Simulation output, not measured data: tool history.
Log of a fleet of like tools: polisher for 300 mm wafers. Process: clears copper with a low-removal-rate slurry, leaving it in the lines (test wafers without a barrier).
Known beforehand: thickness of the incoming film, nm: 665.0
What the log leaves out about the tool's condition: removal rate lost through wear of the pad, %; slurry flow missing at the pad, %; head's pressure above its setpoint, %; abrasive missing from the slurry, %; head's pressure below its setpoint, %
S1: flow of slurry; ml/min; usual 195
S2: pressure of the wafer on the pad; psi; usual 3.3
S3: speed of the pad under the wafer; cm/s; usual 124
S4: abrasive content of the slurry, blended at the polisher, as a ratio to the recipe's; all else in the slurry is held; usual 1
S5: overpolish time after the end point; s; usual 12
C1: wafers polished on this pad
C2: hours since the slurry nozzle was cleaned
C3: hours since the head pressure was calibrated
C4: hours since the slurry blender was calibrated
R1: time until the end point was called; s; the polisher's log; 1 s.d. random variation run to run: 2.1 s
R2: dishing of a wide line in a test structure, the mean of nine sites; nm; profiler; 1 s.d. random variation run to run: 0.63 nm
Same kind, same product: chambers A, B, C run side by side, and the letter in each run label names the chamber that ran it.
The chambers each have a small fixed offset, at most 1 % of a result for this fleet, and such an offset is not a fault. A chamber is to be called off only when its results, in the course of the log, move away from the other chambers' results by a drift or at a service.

run 1C hour=6.8 | S1=195 S2=3.3 S3=124 S4=1 S5=12 | C1=103 C2=622.7 C3=338.6 C4=129.5 | R1=154.68 R2=27.242
run 2B hour=12.8 | S1=195 S2=3.3 S3=124 S4=1 S5=12 | C1=1076 C2=360.3 C3=1105.1 C4=186.4 | R1=154.18 R2=26.673
run 3A hour=18.5 | S1=195 S2=3.3 S3=124 S4=1 S5=12 | C1=564 C2=367.6 C3=253.8 C4=280.7 | R1=161.06 R2=26.957
run 4C hour=23 | S1=195 S2=3.3 S3=124 S4=1 S5=12 | C1=189 C2=638.9 C3=354.8 C4=145.7 | R1=156.27 R2=26.89
run 5B hour=29 | S1=195 S2=3.3 S3=124 S4=1 S5=12 | C1=1163 C2=376.5 C3=1121.3 C4=202.6 | R1=153.09 R2=26.887
run 6A hour=34.6 | S1=195 S2=3.3 S3=124 S4=1 S5=12 | C1=650 C2=383.7 C3=269.9 C4=296.8 | R1=158.55 R2=25.923
-- hour=38.8 chamber B: head pressure recalibrated
run 7B hour=38.8 | S1=195 S2=3.3 S3=124 S4=1 S5=12 | C1=1215 C2=386.3 C3=0.1 C4=212.4 | R1=154.85 R2=27.323
run 8C hour=44.7 | S1=195 S2=3.3 S3=124 S4=1 S5=12 | C1=305 C2=660.6 C3=376.5 C4=167.4 | R1=157.01 R2=26.134
-- hour=45.8 chamber B: worn pad replaced by a new one
run 9A hour=51.2 | S1=195 S2=3.3 S3=124 S4=1 S5=12 | C1=738 C2=400.3 C3=286.5 C4=313.4 | R1=155.32 R2=27.413
run 10A hour=58.6 | S1=195 S2=3.3 S3=140 S4=1 S5=12 | C1=778 C2=407.7 C3=293.9 C4=320.8 | R1=139.54 R2=30.021
run 11B hour=63.6 | S1=195 S2=3.3 S3=140 S4=1 S5=12 | C1=95 C2=411.1 C3=24.9 C4=237.2 | R1=140.87 R2=29.308
run 12C hour=68 | S1=195 S2=3.3 S3=140 S4=1 S5=12 | C1=429 C2=683.9 C3=399.8 C4=190.7 | R1=140.44 R2=27.627
run 13B hour=73.7 | S1=195 S2=3.3 S3=152 S4=1 S5=12 | C1=149 C2=421.2 C3=35 C4=247.3 | R1=126.38 R2=30.769
run 14C hour=77.9 | S1=195 S2=3.3 S3=152 S4=1 S5=12 | C1=482 C2=693.8 C3=409.7 C4=200.6 | R1=129.24 R2=30.757
run 15A hour=82.6 | S1=195 S2=3.3 S3=152 S4=1 S5=12 | C1=906 C2=431.7 C3=317.9 C4=344.8 | R1=128.39 R2=31.164
run 16B hour=89.4 | S1=195 S2=3.3 S3=124 S4=1 S5=12 | C1=233 C2=436.9 C3=50.7 C4=263 | R1=153.67 R2=27.137
run 17A hour=94.1 | S1=195 S2=3.3 S3=124 S4=1 S5=12 | C1=967 C2=443.2 C3=329.4 C4=356.3 | R1=153.03 R2=27.626
run 18C hour=98.4 | S1=195 S2=3.3 S3=124 S4=1 S5=12 | C1=592 C2=714.3 C3=430.2 C4=221.1 | R1=155.4 R2=26.651
-- hour=105 chamber B: slurry blender recalibrated
run 19B hour=105.9 | S1=195 S2=3.3 S3=124 S4=1 S5=12 | C1=321 C2=453.4 C3=67.2 C4=1 | R1=156.63 R2=27.507
run 20A hour=112 | S1=195 S2=3.3 S3=124 S4=1 S5=12 | C1=1063 C2=461.1 C3=347.3 C4=374.2 | R1=160.81 R2=26.991
-- hour=115.6 chamber C: worn pad replaced by a new one
run 21C hour=118.7 | S1=195 S2=3.3 S3=124 S4=1 S5=12 | C1=16 C2=734.6 C3=450.5 C4=241.4 | R1=159.09 R2=28.525
-- hour=124.5 chamber A: slurry nozzle cleaned
run 22B hour=126.3 | S1=195 S2=3.3 S3=124 S4=1 S5=12 | C1=430 C2=473.8 C3=87.6 C4=21.4 | R1=161.22 R2=27.334
run 23A hour=133.6 | S1=195 S2=3.3 S3=124 S4=1 S5=12 | C1=1178 C2=9.2 C3=368.9 C4=395.8 | R1=157.16 R2=25.21
run 24C hour=140.9 | S1=195 S2=3.3 S3=124 S4=1 S5=12 | C1=135 C2=756.8 C3=472.7 C4=263.6 | R1=154.46 R2=27.903
run 25A hour=145.2 | S1=195 S2=3.3 S3=124 S4=1 S5=12 | C1=1240 C2=20.8 C3=380.5 C4=407.4 | R1=155.15 R2=26.502
run 26C hour=148.8 | S1=195 S2=3.3 S3=124 S4=1 S5=12 | C1=177 C2=764.7 C3=480.6 C4=271.5 | R1=157.72 R2=27.218
run 27B hour=156.3 | S1=195 S2=3.3 S3=124 S4=1 S5=12 | C1=590 C2=503.8 C3=117.6 C4=51.4 | R1=156.25 R2=26.891
-- hour=158.5 chamber C: slurry nozzle cleaned
run 28A hour=163.5 | S1=195 S2=3.3 S3=124 S4=0.85 S5=6 | C1=1338 C2=39.1 C3=398.8 C4=425.7 | R1=164.61 R2=16.563
run 29C hour=167.7 | S1=195 S2=3.3 S3=124 S4=0.85 S5=6 | C1=278 C2=9.2 C3=499.5 C4=290.4 | R1=161.22 R2=15.994
run 30B hour=171.2 | S1=195 S2=3.3 S3=124 S4=0.85 S5=6 | C1=670 C2=518.7 C3=132.5 C4=66.3 | R1=160.74 R2=15.971
run 31B hour=178.2 | S1=195 S2=3.3 S3=124 S4=1 S5=12 | C1=707 C2=525.7 C3=139.5 C4=73.3 | R1=155.67 R2=26.721
run 32C hour=185.7 | S1=195 S2=3.3 S3=124 S4=1 S5=12 | C1=374 C2=27.2 C3=517.5 C4=308.4 | R1=157 R2=26.005

Decide between three cases: one chamber stands off from its peers, the gauge reading all wafers drifts, or nothing is wrong past each chamber's small offset. Where a chamber is off, say which and what most likely put it there.

No chamber is off and the gauge is stable; the differences are just each chamber's small, constant offset.

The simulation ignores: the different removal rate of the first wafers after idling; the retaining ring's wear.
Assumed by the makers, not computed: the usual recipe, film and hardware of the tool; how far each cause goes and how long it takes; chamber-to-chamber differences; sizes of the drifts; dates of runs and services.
